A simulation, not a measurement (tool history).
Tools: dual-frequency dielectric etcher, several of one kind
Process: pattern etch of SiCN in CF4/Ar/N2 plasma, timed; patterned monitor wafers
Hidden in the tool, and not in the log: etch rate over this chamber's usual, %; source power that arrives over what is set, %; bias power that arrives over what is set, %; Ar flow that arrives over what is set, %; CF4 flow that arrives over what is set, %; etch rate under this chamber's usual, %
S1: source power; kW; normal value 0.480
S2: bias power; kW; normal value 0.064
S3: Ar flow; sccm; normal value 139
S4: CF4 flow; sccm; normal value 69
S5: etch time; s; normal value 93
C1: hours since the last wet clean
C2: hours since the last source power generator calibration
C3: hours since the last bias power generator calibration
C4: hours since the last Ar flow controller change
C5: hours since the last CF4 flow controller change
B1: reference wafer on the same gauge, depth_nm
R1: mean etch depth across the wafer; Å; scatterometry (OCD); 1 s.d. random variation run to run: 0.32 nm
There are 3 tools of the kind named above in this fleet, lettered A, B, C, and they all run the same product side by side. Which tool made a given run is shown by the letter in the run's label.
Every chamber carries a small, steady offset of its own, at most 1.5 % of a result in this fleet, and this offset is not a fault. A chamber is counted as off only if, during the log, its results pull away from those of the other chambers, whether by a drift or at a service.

run 1C hour=3.3 | S1=0.480 S2=0.064 S3=139 S4=69 S5=93 | C1=561.3 C2=878.5 C3=2879.2 C4=1813.8 C5=4389.6 | B1=74.993 | R1=775.24
run 2B hour=7.0 | S1=0.480 S2=0.064 S3=139 S4=69 S5=93 | C1=255.0 C2=3082.8 C3=1418.1 C4=1138.4 C5=149.6 | B1=75.042 | R1=778.03
run 3A hour=10.9 | S1=0.480 S2=0.064 S3=139 S4=69 S5=93 | C1=234.4 C2=1326.8 C3=2427.2 C4=106.7 C5=3971.8 | B1=74.958 | R1=769.79
run 4B hour=13.8 | S1=0.480 S2=0.064 S3=139 S4=69 S5=93 | C1=261.8 C2=3089.6 C3=1424.9 C4=1145.2 C5=156.4 | B1=75.005 | R1=780.89
run 5C hour=17.3 | S1=0.480 S2=0.064 S3=139 S4=69 S5=93 | C1=575.3 C2=892.5 C3=2893.2 C4=1827.8 C5=4403.6 | B1=75.033 | R1=774.50
run 6A hour=20.4 | S1=0.480 S2=0.064 S3=139 S4=69 S5=93 | C1=243.9 C2=1336.3 C3=2436.7 C4=116.2 C5=3981.3 | B1=74.947 | R1=776.42
run 7B hour=25.6 | S1=0.480 S2=0.064 S3=139 S4=69 S5=93 | C1=273.6 C2=3101.4 C3=1436.7 C4=1157.0 C5=168.2 | B1=75.024 | R1=780.47
run 8C hour=31.0 | S1=0.540 S2=0.064 S3=139 S4=69 S5=93 | C1=589.0 C2=906.2 C3=2906.9 C4=1841.5 C5=4417.3 | B1=75.032 | R1=860.94
run 9A hour=33.7 | S1=0.540 S2=0.064 S3=139 S4=69 S5=93 | C1=257.2 C2=1349.6 C3=2450.0 C4=129.5 C5=3994.6 | B1=75.001 | R1=855.22
run 10C hour=36.7 | S1=0.540 S2=0.064 S3=139 S4=69 S5=93 | C1=594.7 C2=911.9 C3=2912.6 C4=1847.2 C5=4423.0 | B1=74.981 | R1=861.07
run 11A hour=41.6 | S1=0.480 S2=0.064 S3=139 S4=69 S5=93 | C1=265.1 C2=1357.5 C3=2457.9 C4=137.4 C5=4002.5 | B1=75.075 | R1=776.29
run 12B hour=44.2 | S1=0.480 S2=0.064 S3=139 S4=53 S5=93 | C1=292.2 C2=3120.0 C3=1455.3 C4=1175.6 C5=186.8 | B1=75.014 | R1=744.06
-- hour=44.8 chamber B: source power generator calibrated
run 13C hour=48.0 | S1=0.480 S2=0.064 S3=139 S4=53 S5=93 | C1=606.0 C2=923.2 C3=2923.9 C4=1858.5 C5=4434.3 | B1=75.008 | R1=740.14
-- hour=49.5 chamber C: wet clean of the chamber
run 14A hour=52.5 | S1=0.480 S2=0.064 S3=139 S4=53 S5=93 | C1=276.0 C2=1368.4 C3=2468.8 C4=148.3 C5=4013.4 | B1=75.049 | R1=742.19
run 15B hour=56.0 | S1=0.480 S2=0.064 S3=139 S4=69 S5=93 | C1=304.0 C2=11.2 C3=1467.1 C4=1187.4 C5=198.6 | B1=75.044 | R1=777.77
run 16B hour=58.6 | S1=0.480 S2=0.058 S3=111 S4=69 S5=93 | C1=306.6 C2=13.8 C3=1469.7 C4=1190.0 C5=201.2 | B1=75.080 | R1=785.56
run 17A hour=63.0 | S1=0.480 S2=0.058 S3=111 S4=69 S5=93 | C1=286.5 C2=1378.9 C3=2479.3 C4=158.8 C5=4023.9 | B1=75.083 | R1=775.71
run 18C hour=65.6 | S1=0.480 S2=0.058 S3=111 S4=69 S5=93 | C1=16.1 C2=940.8 C3=2941.5 C4=1876.1 C5=4451.9 | B1=74.958 | R1=751.55
run 19C hour=68.9 | S1=0.480 S2=0.064 S3=139 S4=69 S5=93 | C1=19.4 C2=944.1 C3=2944.8 C4=1879.4 C5=4455.2 | B1=74.980 | R1=743.00
run 20B hour=72.4 | S1=0.480 S2=0.064 S3=114 S4=69 S5=66 | C1=320.4 C2=27.6 C3=1483.5 C4=1203.8 C5=215.0 | B1=75.103 | R1=570.00
run 21A hour=76.9 | S1=0.480 S2=0.064 S3=114 S4=69 S5=66 | C1=300.4 C2=1392.8 C3=2493.2 C4=172.7 C5=4037.8 | B1=75.034 | R1=570.38
run 22A hour=79.9 | S1=0.480 S2=0.064 S3=114 S4=69 S5=66 | C1=303.4 C2=1395.8 C3=2496.2 C4=175.7 C5=4040.8 | B1=75.073 | R1=568.32
run 23C hour=83.7 | S1=0.480 S2=0.064 S3=139 S4=69 S5=93 | C1=34.2 C2=958.9 C3=2959.6 C4=1894.2 C5=4470.0 | B1=75.043 | R1=750.87
run 24B hour=88.2 | S1=0.480 S2=0.064 S3=139 S4=69 S5=93 | C1=336.2 C2=43.4 C3=1499.3 C4=1219.6 C5=230.8 | B1=74.897 | R1=776.49
run 25A hour=92.4 | S1=0.480 S2=0.064 S3=139 S4=69 S5=93 | C1=315.9 C2=1408.3 C3=2508.7 C4=188.2 C5=4053.3 | B1=74.995 | R1=768.87
run 26B hour=97.8 | S1=0.480 S2=0.064 S3=139 S4=69 S5=93 | C1=345.8 C2=53.0 C3=1508.9 C4=1229.2 C5=240.4 | B1=74.968 | R1=774.12
run 27C hour=100.5 | S1=0.480 S2=0.064 S3=139 S4=69 S5=93 | C1=51.0 C2=975.7 C3=2976.4 C4=1911.0 C5=4486.8 | B1=75.027 | R1=745.39
run 28A hour=104.8 | S1=0.480 S2=0.064 S3=139 S4=69 S5=93 | C1=328.3 C2=1420.7 C3=2521.1 C4=200.6 C5=4065.7 | B1=75.032 | R1=769.00

Next, all 3 chambers run the settings below, one line each with question marks for the results. What does each chamber give?
run 29A hour=108.7 | S1=0.480 S2=0.064 S3=139 S4=81 S5=93 | R1=?
run 29B hour=108.7 | S1=0.480 S2=0.064 S3=139 S4=81 S5=93 | R1=?
run 29C hour=108.7 | S1=0.480 S2=0.064 S3=139 S4=81 S5=93 | R1=?

run=29A R1=795.58
run=29B R1=795.40
run=29C R1=775.35

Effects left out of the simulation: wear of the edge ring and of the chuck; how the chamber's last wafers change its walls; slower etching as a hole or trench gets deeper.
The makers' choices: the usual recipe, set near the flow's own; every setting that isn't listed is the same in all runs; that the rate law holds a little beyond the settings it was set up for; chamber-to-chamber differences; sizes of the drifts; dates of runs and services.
